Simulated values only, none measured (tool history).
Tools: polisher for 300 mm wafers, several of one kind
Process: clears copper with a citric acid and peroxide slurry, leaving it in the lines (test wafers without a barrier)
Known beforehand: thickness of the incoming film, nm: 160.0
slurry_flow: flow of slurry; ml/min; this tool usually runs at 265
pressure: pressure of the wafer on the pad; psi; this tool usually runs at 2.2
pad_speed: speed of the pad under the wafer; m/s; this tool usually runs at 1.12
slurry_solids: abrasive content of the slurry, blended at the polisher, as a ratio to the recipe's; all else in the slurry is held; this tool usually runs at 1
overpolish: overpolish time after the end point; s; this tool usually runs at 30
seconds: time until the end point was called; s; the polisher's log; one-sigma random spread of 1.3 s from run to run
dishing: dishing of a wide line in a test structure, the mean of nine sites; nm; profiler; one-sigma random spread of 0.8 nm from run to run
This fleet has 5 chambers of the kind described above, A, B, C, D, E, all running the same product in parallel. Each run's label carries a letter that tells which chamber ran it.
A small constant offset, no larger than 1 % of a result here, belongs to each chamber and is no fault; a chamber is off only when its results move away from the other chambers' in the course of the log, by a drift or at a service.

Run 1C, hour 6.0: usual settings. Result: seconds 78.247 s, dishing 32.703 nm.
Run 2E, hour 18.2: usual settings. Result: seconds 78.466 s, dishing 32.638 nm.
Run 3D, hour 28.2: usual settings. Result: seconds 76.854 s, dishing 32.025 nm.
At hour 29.0: chamber D: slurry nozzle cleaned.
Run 4A, hour 36.2: usual settings. Result: seconds 77.911 s, dishing 32.496 nm.
At hour 38.5: chamber A: worn pad replaced by a new one.
Run 5B, hour 45.8: usual settings. Result: seconds 76.958 s, dishing 32.737 nm.
At hour 47.4: chamber D: slurry blender recalibrated.
At hour 50.8: chamber E: slurry blender recalibrated.
Run 6A, hour 53.9: usual settings. Result: seconds 79.852 s, dishing 31.517 nm.
Run 7B, hour 61.3: usual settings. Result: seconds 75.851 s, dishing 31.679 nm.
Run 8C, hour 72.0: usual settings. Result: seconds 77.734 s, dishing 32.652 nm.
At hour 74.1: chamber E: worn pad replaced by a new one.
Run 9D, hour 81.7: usual settings. Result: seconds 77.330 s, dishing 31.629 nm.
Run 10E, hour 87.4: usual settings. Result: seconds 76.862 s, dishing 32.632 nm.
At hour 88.6: chamber A: slurry blender recalibrated.
Run 11E, hour 95.5: usual settings. Result: seconds 77.826 s, dishing 33.127 nm.
At hour 101.5: chamber D: head pressure recalibrated.
Run 12A, hour 102.8: usual settings. Result: seconds 77.589 s, dishing 32.659 nm.
At hour 105.7: chamber C: worn pad replaced by a new one.
At hour 112.3: chamber B: worn pad replaced by a new one.
Run 13D, hour 114.9: usual settings. Result: seconds 74.182 s, dishing 32.574 nm.
At hour 115.7: chamber A: head pressure recalibrated.
Run 14C, hour 124.7: usual settings. Result: seconds 74.658 s, dishing 32.158 nm.
Run 15B, hour 130.7: usual settings. Result: seconds 77.041 s, dishing 32.045 nm.
At hour 137.1: chamber A: slurry nozzle cleaned.
Run 16C, hour 137.5: usual settings. Result: seconds 77.312 s, dishing 32.884 nm.
At hour 144.8: chamber A: worn pad replaced by a new one.
Run 17E, hour 148.4: usual settings. Result: seconds 77.171 s, dishing 32.310 nm.
At hour 153.0: chamber E: worn pad replaced by a new one.
Run 18D, hour 154.0: usual settings but slurry_flow 335 ml/min, overpolish 44 s. Result: seconds 76.117 s, dishing 39.668 nm.
At hour 155.2: chamber D: worn pad replaced by a new one.
Run 19A, hour 166.5: usual settings but slurry_flow 335 ml/min, overpolish 44 s. Result: seconds 75.262 s, dishing 37.930 nm.
Run 20B, hour 177.5: usual settings but slurry_flow 335 ml/min, overpolish 44 s. Result: seconds 76.926 s, dishing 40.304 nm.
Run 21A, hour 187.4: usual settings but slurry_flow 335 ml/min, overpolish 44 s. Result: seconds 73.511 s, dishing 40.375 nm.
At hour 189.1: chamber C: slurry blender recalibrated.
Run 22E, hour 198.6: usual settings but slurry_flow 335 ml/min, overpolish 44 s. Result: seconds 75.293 s, dishing 39.137 nm.
At hour 199.8: chamber C: slurry nozzle cleaned.
At hour 201.1: chamber B: slurry blender recalibrated.
At hour 208.9: chamber B: head pressure recalibrated.
Run 23C, hour 211.0: usual settings. Result: seconds 77.128 s, dishing 32.415 nm.
At hour 215.3: chamber E: slurry nozzle cleaned.
At hour 221.2: chamber A: slurry blender recalibrated.
Run 24D, hour 222.4: usual settings. Result: seconds 76.957 s, dishing 31.679 nm.
Run 25B, hour 229.1: usual settings but pressure 3.0 psi, overpolish 41 s. Result: seconds 55.489 s, dishing 45.997 nm.
At hour 235.0: chamber C: worn pad replaced by a new one.
At hour 237.7: chamber A: worn pad replaced by a new one.
Run 26A, hour 239.1: usual settings but pressure 3.0 psi, overpolish 41 s. Result: seconds 56.641 s, dishing 43.450 nm.
At hour 239.4: chamber E: worn pad replaced by a new one.
Run 27D, hour 247.2: usual settings but pressure 3.0 psi, overpolish 41 s. Result: seconds 57.237 s, dishing 43.507 nm.
Run 28B, hour 254.0: usual settings but pressure 3.0 psi, overpolish 41 s. Result: seconds 58.047 s, dishing 45.077 nm.
Run 29C, hour 265.7: usual settings but pressure 3.0 psi, overpolish 41 s. Result: seconds 56.531 s, dishing 43.975 nm.
Run 30E, hour 271.9: usual settings. Result: seconds 77.088 s, dishing 31.427 nm.
At hour 272.1: chamber B: worn pad replaced by a new one.
Run 31B, hour 279.5: usual settings. Result: seconds 75.753 s, dishing 32.358 nm.
Run 32D, hour 287.2: usual settings. Result: seconds 78.517 s, dishing 32.934 nm.
At hour 294.7: chamber D: worn pad replaced by a new one.
Run 33E, hour 298.1: usual settings. Result: seconds 77.490 s, dishing 32.054 nm.
Run 34A, hour 306.6: usual settings. Result: seconds 76.096 s, dishing 32.870 nm.
Run 35C, hour 315.9: usual settings. Result: seconds 77.399 s, dishing 33.364 nm.
At hour 316.0: chamber D: slurry nozzle cleaned.
Run 36C, hour 322.3: usual settings. Result: seconds 77.831 s, dishing 30.997 nm.
At hour 327.7: chamber E: worn pad replaced by a new one.
Run 37D, hour 328.5: usual settings. Result: seconds 77.290 s, dishing 31.632 nm.
Run 38E, hour 337.8: usual settings. Result: seconds 78.437 s, dishing 31.547 nm.
At hour 346.5: chamber A: worn pad replaced by a new one.
Run 39A, hour 348.9: usual settings. Result: seconds 75.860 s, dishing 31.247 nm.
Run 40B, hour 356.9: usual settings. Result: seconds 77.101 s, dishing 33.739 nm.
Run 41C, hour 366.0: usual settings. Result: seconds 76.240 s, dishing 30.939 nm.
Run 42A, hour 372.6: usual settings. Result: seconds 76.053 s, dishing 30.983 nm.
At hour 378.3: chamber D: slurry blender recalibrated.
Run 43D, hour 381.6: usual settings. Result: seconds 76.468 s, dishing 33.847 nm.

The same settings go to every chamber for the next run, one line per chamber below. Forecast the results for each:
Run 44A, hour 390.6: usual settings but slurry_flow 355 ml/min. Result: seconds ?, dishing ?.
Run 44B, hour 390.6: usual settings but slurry_flow 355 ml/min. Result: seconds ?, dishing ?.
Run 44C, hour 390.6: usual settings but slurry_flow 355 ml/min. Result: seconds ?, dishing ?.
Run 44D, hour 390.6: usual settings but slurry_flow 355 ml/min. Result: seconds ?, dishing ?.
Run 44E, hour 390.6: usual settings but slurry_flow 355 ml/min. Result: seconds ?, dishing ?.

run  seconds  dishing
44A   77.123   32.205
44B   75.518   32.326
44C   72.922   33.145
44D   75.367   32.317
44E   74.207   32.455
